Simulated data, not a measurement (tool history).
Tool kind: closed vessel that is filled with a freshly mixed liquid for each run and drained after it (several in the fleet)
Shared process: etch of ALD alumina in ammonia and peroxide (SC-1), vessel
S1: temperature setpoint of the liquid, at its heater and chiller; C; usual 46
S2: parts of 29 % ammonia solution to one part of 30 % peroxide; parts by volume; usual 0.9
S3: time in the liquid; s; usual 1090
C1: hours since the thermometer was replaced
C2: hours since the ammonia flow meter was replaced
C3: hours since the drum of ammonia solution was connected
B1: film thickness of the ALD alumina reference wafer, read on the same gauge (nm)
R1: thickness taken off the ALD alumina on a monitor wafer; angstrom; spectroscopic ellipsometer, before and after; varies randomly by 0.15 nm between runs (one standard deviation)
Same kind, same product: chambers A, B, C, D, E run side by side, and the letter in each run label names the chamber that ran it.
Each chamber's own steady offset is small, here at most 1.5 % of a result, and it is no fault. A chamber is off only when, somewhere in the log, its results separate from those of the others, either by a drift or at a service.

run 1B day=0.2 | S1=46 S2=0.9 S3=1090 | C1=203.5 C2=685.8 C3=1074.5 | B1=69.977 | R1=426.11
run 2C day=0.371 | S1=46 S2=0.9 S3=1090 | C1=2100.2 C2=1617 C3=695.8 | B1=69.975 | R1=425.61
run 3A day=0.592 | S1=46 S2=0.9 S3=1090 | C1=3085.3 C2=1161.5 C3=273.4 | B1=70.012 | R1=425.73
run 4E day=0.8 | S1=46 S2=0.9 S3=1090 | C1=70 C2=839.3 C3=195.3 | B1=70.012 | R1=419.3
run 5D day=0.988 | S1=46 S2=0.9 S3=1090 | C1=912.3 C2=1016.3 C3=54.8 | B1=69.951 | R1=425.47
-- day=1.233 chamber A: thermometer replaced
run 6E day=1.288 | S1=46 S2=0.9 S3=1090 | C1=81.7 C2=851 C3=207 | B1=70.004 | R1=421.54
run 7D day=1.575 | S1=46 S2=0.9 S3=1090 | C1=926.4 C2=1030.4 C3=68.9 | B1=70.01 | R1=421.66
-- day=1.821 chamber B: new drum of ammonia solution connected
run 8C day=1.825 | S1=46 S2=0.9 S3=1090 | C1=2135.1 C2=1651.9 C3=730.7 | B1=69.965 | R1=426.04
run 9B day=2.012 | S1=46 S2=0.9 S3=1090 | C1=247 C2=729.3 C3=4.6 | B1=70.013 | R1=428.6
run 10A day=2.321 | S1=46 S2=0.9 S3=1090 | C1=26.2 C2=1203 C3=314.9 | B1=70.01 | R1=424.7
run 11C day=2.462 | S1=46 S2=0.9 S3=1090 | C1=2150.4 C2=1667.2 C3=746 | B1=70.005 | R1=425.92
run 12E day=2.733 | S1=55.5 S2=0.9 S3=1090 | C1=116.4 C2=885.7 C3=241.7 | B1=70.013 | R1=701.91
run 13A day=2.921 | S1=55.5 S2=0.9 S3=1090 | C1=40.6 C2=1217.4 C3=329.3 | B1=69.992 | R1=711.34
run 14D day=3.096 | S1=55.5 S2=0.9 S3=1090 | C1=962.9 C2=1066.9 C3=105.4 | B1=70.011 | R1=718.14
run 15B day=3.254 | S1=55.5 S2=0.9 S3=1090 | C1=276.8 C2=759.1 C3=34.4 | B1=70.013 | R1=720.23
run 16A day=3.546 | S1=55.5 S2=0.9 S3=1090 | C1=55.6 C2=1232.4 C3=344.3 | B1=70.017 | R1=715.67
-- day=3.692 chamber C: new drum of ammonia solution connected
run 17D day=3.712 | S1=46 S2=0.9 S3=1090 | C1=977.7 C2=1081.7 C3=120.2 | B1=69.999 | R1=423.31
run 18C day=3.938 | S1=46 S2=0.9 S3=1090 | C1=2185.8 C2=1702.6 C3=5.9 | B1=69.973 | R1=424.69
run 19B day=4.096 | S1=46 S2=0.9 S3=1090 | C1=297 C2=779.3 C3=54.6 | B1=70.022 | R1=426.39
run 20E day=4.358 | S1=46 S2=0.9 S3=1090 | C1=155.4 C2=924.7 C3=280.7 | B1=69.959 | R1=419.38
run 21D day=4.529 | S1=46 S2=0.9 S3=1090 | C1=997.3 C2=1101.3 C3=139.8 | B1=70.018 | R1=425.96
run 22E day=4.733 | S1=46 S2=0.9 S3=1090 | C1=164.4 C2=933.7 C3=289.7 | B1=70.012 | R1=419.57
run 23C day=4.954 | S1=46 S2=0.9 S3=1090 | C1=2210.2 C2=1727 C3=30.3 | B1=70.025 | R1=426.51
run 24B day=5.192 | S1=40 S2=0.9 S3=1090 | C1=323.3 C2=805.6 C3=80.9 | B1=70.025 | R1=301.8
run 25A day=5.45 | S1=40 S2=0.9 S3=1090 | C1=101.3 C2=1278.1 C3=390 | B1=69.993 | R1=301.3
run 26D day=5.617 | S1=40 S2=0.9 S3=1090 | C1=1023.4 C2=1127.4 C3=165.9 | B1=69.98 | R1=299.61
run 27B day=5.892 | S1=40 S2=0.9 S3=1090 | C1=340.1 C2=822.4 C3=97.7 | B1=69.996 | R1=299.38
run 28E day=6.062 | S1=40 S2=0.9 S3=1090 | C1=196.3 C2=965.6 C3=321.6 | B1=70.024 | R1=297.34
run 29A day=6.292 | S1=46 S2=0.9 S3=1090 | C1=121.5 C2=1298.3 C3=410.2 | B1=69.992 | R1=424.99
run 30C day=6.454 | S1=46 S2=0.9 S3=1090 | C1=2246.2 C2=1763 C3=66.3 | B1=69.987 | R1=426.67
run 31A day=6.729 | S1=46 S2=0.9 S3=1090 | C1=132 C2=1308.8 C3=420.7 | B1=69.999 | R1=425.02
-- day=6.904 chamber B: ammonia flow meter replaced
run 32E day=7.038 | S1=46 S2=0.6 S3=615 | C1=219.7 C2=989 C3=345 | B1=69.998 | R1=227.96
run 33D day=7.225 | S1=46 S2=0.6 S3=615 | C1=1062 C2=1166 C3=204.5 | B1=70.035 | R1=231.43
run 34B day=7.5 | S1=46 S2=0.6 S3=615 | C1=378.7 C2=14.3 C3=136.3 | B1=69.994 | R1=232.17

Next, every chamber runs the same settings. What will each give?
run 35A day=7.729 | S1=55 S2=0.9 S3=1090 | R1=?
run 35B day=7.729 | S1=55 S2=0.9 S3=1090 | R1=?
run 35C day=7.729 | S1=55 S2=0.9 S3=1090 | R1=?
run 35D day=7.729 | S1=55 S2=0.9 S3=1090 | R1=?
run 35E day=7.729 | S1=55 S2=0.9 S3=1090 | R1=?

run=35A R1=695.58
run=35B R1=698.91
run=35C R1=692.55
run=35D R1=697.81
run=35E R1=681.91
